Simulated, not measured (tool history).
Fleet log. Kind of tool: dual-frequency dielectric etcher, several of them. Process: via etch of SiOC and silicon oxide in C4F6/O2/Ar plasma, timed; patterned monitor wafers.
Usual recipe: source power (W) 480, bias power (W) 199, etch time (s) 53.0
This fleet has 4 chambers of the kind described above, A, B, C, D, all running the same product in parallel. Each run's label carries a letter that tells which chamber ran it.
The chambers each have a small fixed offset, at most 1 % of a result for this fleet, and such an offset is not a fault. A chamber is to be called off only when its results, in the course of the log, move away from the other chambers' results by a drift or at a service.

run   hour  source power (W)  bias power (W)  etch time (s)  hours since the last wet clean  hours since the last source power generator calibration  hours since the last bias power generator calibration  read-back reference wafer on the same gauge, depth_nm  mean etch depth across the wafer (angstrom)
 1C   10.0               480             199           53.0                           281.6                                                    694.7                                                 1611.0                                                 75.781                                       657.93
 2B   19.6               480             199           53.0                            68.6                                                   2772.2                                                   98.2                                                 75.812                                       658.62
 3A   33.1               480             199           53.0                            54.1                                                   1031.1                                                 1227.3                                                 75.833                                       664.80
 4D   42.6               480             199           53.0                           228.8                                                   1085.3                                                 1229.7                                                 75.870                                       664.19
 5C   51.4               480             199           53.0                           323.0                                                    736.1                                                 1652.4                                                 75.886                                       656.50
 6A   59.5               480             199           53.0                            80.5                                                   1057.5                                                 1253.7                                                 75.891                                       666.54
 7D   69.2               480             199           53.0                           255.4                                                   1111.9                                                 1256.3                                                 75.888                                       665.22
 8B   77.0               480             199           53.0                           126.0                                                   2829.6                                                  155.6                                                 75.915                                       660.51
      85.5  -- chamber C: wet clean of the chamber
 9D   85.7               480             199           53.0                           271.9                                                   1128.4                                                 1272.8                                                 75.896                                       665.37
10C   92.8               480             167           44.0                             7.3                                                    777.5                                                 1693.8                                                 75.915                                       516.38
11B  100.8               480             167           44.0                           149.8                                                   2853.4                                                  179.4                                                 75.933                                       518.29
12A  110.0               480             167           44.0                           131.0                                                   1108.0                                                 1304.2                                                 75.925                                       525.14
13D  120.5               480             167           44.0                           306.7                                                   1163.2                                                 1307.6                                                 75.932                                       522.30
14C  129.0               480             199           53.0                            43.5                                                    813.7                                                 1730.0                                                 75.951                                       656.45
15B  141.4               480             199           53.0                           190.4                                                   2894.0                                                  220.0                                                 75.956                                       662.39
     142.0  -- chamber B: source power generator calibrated
16A  148.4               480             199           53.0                           169.4                                                   1146.4                                                 1342.6                                                 76.036                                       667.11
17A  157.8               480             199           53.0                           178.8                                                   1155.8                                                 1352.0                                                 76.003                                       666.61
18C  168.4               480             199           53.0                            82.9                                                    853.1                                                 1769.4                                                 76.029                                       659.50
19D  180.5               480             199           53.0                           366.7                                                   1223.2                                                 1367.6                                                 76.027                                       665.56
20B  193.6               480             199           53.0                           242.6                                                     51.7                                                  272.2                                                 76.045                                       662.04
21B  201.6               480             199           53.0                           250.6                                                     59.7                                                  280.2                                                 76.076                                       661.06
22D  208.3               480             199           53.0                           394.5                                                   1251.0                                                 1395.4                                                 76.098                                       665.01
23A  218.0               480             199           53.0                           239.0                                                   1216.0                                                 1412.2                                                 76.106                                       669.05
24C  227.0               380             199           42.5                           141.5                                                    911.7                                                 1828.0                                                 76.087                                       483.32
25D  238.4               380             199           42.5                           424.6                                                   1281.1                                                 1425.5                                                 76.107                                       487.67
26A  244.7               380             199           42.5                           265.7                                                   1242.7                                                 1438.9                                                 76.111                                       489.14
27B  257.2               380             199           42.5                           306.2                                                    115.3                                                  335.8                                                 76.115                                       486.01
28C  270.1               480             199           53.0                           184.6                                                    954.8                                                 1871.1                                                 76.173                                       660.11
29D  281.1               480             181           53.0                           467.3                                                   1323.8                                                 1468.2                                                 76.152                                       646.70
30A  294.4               480             181           53.0                           315.4                                                   1292.4                                                 1488.6                                                 76.202                                       648.79
31C  305.3               480             181           53.0                           219.8                                                    990.0                                                 1906.3                                                 76.199                                       640.70
32B  312.1               480             181           53.0                           361.1                                                    170.2                                                  390.7                                                 76.186                                       642.57
33B  321.0               480             235           43.5                           370.0                                                    179.1                                                  399.6                                                 76.226                                       575.52
34C  333.7               480             235           43.5                           248.2                                                   1018.4                                                 1934.7                                                 76.238                                       575.20
35D  340.4               480             235           43.5                           526.6                                                   1383.1                                                 1527.5                                                 76.220                                       578.76
     342.8  -- chamber D: wet clean of the chamber
36A  352.2               480             235           43.5                           373.2                                                   1350.2                                                 1546.4                                                 76.278                                       580.16
37D  366.1               540             199           42.0                            23.4                                                   1408.8                                                 1553.2                                                 76.263                                       554.23
38C  377.1               540             199           42.0                           291.6                                                   1061.8                                                 1978.1                                                 76.269                                       550.73

Read the log: is a single chamber off, either drifting away or since a service, is the gauge that measures every chamber drifting, or is nothing wrong beyond small per-chamber offsets? Name any odd chamber and what most likely caused it.

It is the gauge, not a chamber: its drift shows up in every chamber's results at once, and no chamber is off.
Likeliest cause: gauge reads high (%) = 0.666.
